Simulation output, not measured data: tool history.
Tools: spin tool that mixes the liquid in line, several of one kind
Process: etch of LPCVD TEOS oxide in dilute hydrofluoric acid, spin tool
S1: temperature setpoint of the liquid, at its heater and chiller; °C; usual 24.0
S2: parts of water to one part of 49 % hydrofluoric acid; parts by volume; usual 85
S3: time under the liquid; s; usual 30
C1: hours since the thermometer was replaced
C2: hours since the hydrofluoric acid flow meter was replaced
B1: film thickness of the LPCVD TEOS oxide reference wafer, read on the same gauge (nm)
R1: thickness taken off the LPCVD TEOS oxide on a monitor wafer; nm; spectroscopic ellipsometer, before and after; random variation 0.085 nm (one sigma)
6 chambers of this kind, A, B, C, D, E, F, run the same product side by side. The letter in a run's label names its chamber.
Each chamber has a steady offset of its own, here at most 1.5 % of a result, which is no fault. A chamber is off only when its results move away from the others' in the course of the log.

run	hour	S1	S2	S3	C1	C2	B1	R1
1B	4.5	24.0	85	30	2096.5	734.5	40.011	9.3071
2C	9.7	24.0	85	30	1011.4	392.3	39.971	9.3690
3E	15.0	24.0	85	30	502.3	242.0	40.000	9.3527
4F	18.5	24.0	85	30	1515.2	956.5	40.044	9.4447
5A	23.6	24.0	85	30	1620.7	179.8	40.027	9.4012
6D	29.7	24.0	85	30	2048.9	393.1	39.999	9.2718
7F	35.1	24.0	85	30	1531.8	973.1	40.012	9.4553
8E	41.5	24.0	85	30	528.8	268.5	39.991	9.1724
9A	47.1	24.0	85	30	1644.2	203.3	40.025	9.3826
10D	50.9	24.0	85	30	2070.1	414.3	40.005	9.2174
11C	57.0	24.0	85	30	1058.7	439.6	39.971	9.3545
12B	62.3	24.0	85	30	2154.3	792.3	39.964	9.2821
13C	65.3	24.0	85	15	1067.0	447.9	39.983	4.6139
14D	71.5	24.0	85	15	2090.7	434.9	39.948	4.5768
15E	75.9	24.0	85	15	563.2	302.9	40.024	4.6793
16F	78.9	24.0	85	15	1575.6	1016.9	40.033	4.5504
# hour 83.2: chamber D: hydrofluoric acid flow meter replaced
17A	84.0	24.0	85	15	1681.1	240.2	39.966	4.6195
18B	88.8	24.0	85	15	2180.8	818.8	39.998	4.6094
19F	93.3	24.0	85	30	1590.0	1031.3	39.992	9.2814
# hour 93.4: chamber E: thermometer replaced
# hour 95.2: chamber B: hydrofluoric acid flow meter replaced
20A	99.5	24.0	85	30	1696.6	255.7	40.010	9.3310
21E	104.2	24.0	85	30	10.9	331.2	39.998	9.1967
22D	107.9	24.0	85	30	2127.1	24.8	39.993	9.2372
23B	114.2	24.0	85	30	2206.2	19.1	40.015	9.3171
24C	120.3	24.0	85	30	1122.0	502.9	40.027	9.1672
25D	126.0	24.0	85	30	2145.2	42.9	40.005	9.2156
26A	131.1	28.5	110	30	1728.2	287.3	39.955	8.2629
27F	137.3	28.5	110	30	1634.0	1075.3	40.016	8.1958
28C	142.6	28.5	110	30	1144.3	525.2	40.019	8.1001
29B	146.3	28.5	110	30	2238.3	51.2	39.999	8.3226
30E	149.1	28.5	110	30	55.8	376.1	40.006	8.3952
31D	154.2	28.5	110	30	2173.4	71.1	39.996	8.2088
32B	157.9	24.0	85	30	2249.9	62.8	40.034	9.0803
33A	162.7	24.0	85	30	1759.8	318.9	40.008	9.2704
34E	168.8	24.0	85	30	75.5	395.8	40.008	9.2877
35C	173.7	24.0	85	30	1175.4	556.3	39.944	9.2986
36F	177.5	24.0	85	30	1674.2	1115.5	40.034	9.2420
37B	181.3	24.0	85	30	2273.3	86.2	39.991	9.2596
38A	185.5	24.0	85	30	1782.6	341.7	40.016	9.3598
39D	190.3	24.0	85	30	2209.5	107.2	39.957	9.2795
40F	194.5	24.0	85	30	1691.2	1132.5	39.999	9.3447
41C	200.5	24.0	85	30	1202.2	583.1	39.995	9.1892
42E	205.9	24.0	85	30	112.6	432.9	39.970	9.2012
43A	209.6	24.0	85	30	1806.7	365.8	39.994	9.3276
44C	213.9	24.0	85	30	1215.6	596.5	39.996	9.2222

All 6 chambers run these settings next. Forecast each chamber's results:
45A	218.6	24.0	85	30				?
45B	218.6	24.0	85	30				?
45C	218.6	24.0	85	30				?
45D	218.6	24.0	85	30				?
45E	218.6	24.0	85	30				?
45F	218.6	24.0	85	30				?

run	R1
45A	9.2798
45B	9.4357
45C	9.2048
45D	9.2725
45E	9.3487
45F	9.3740
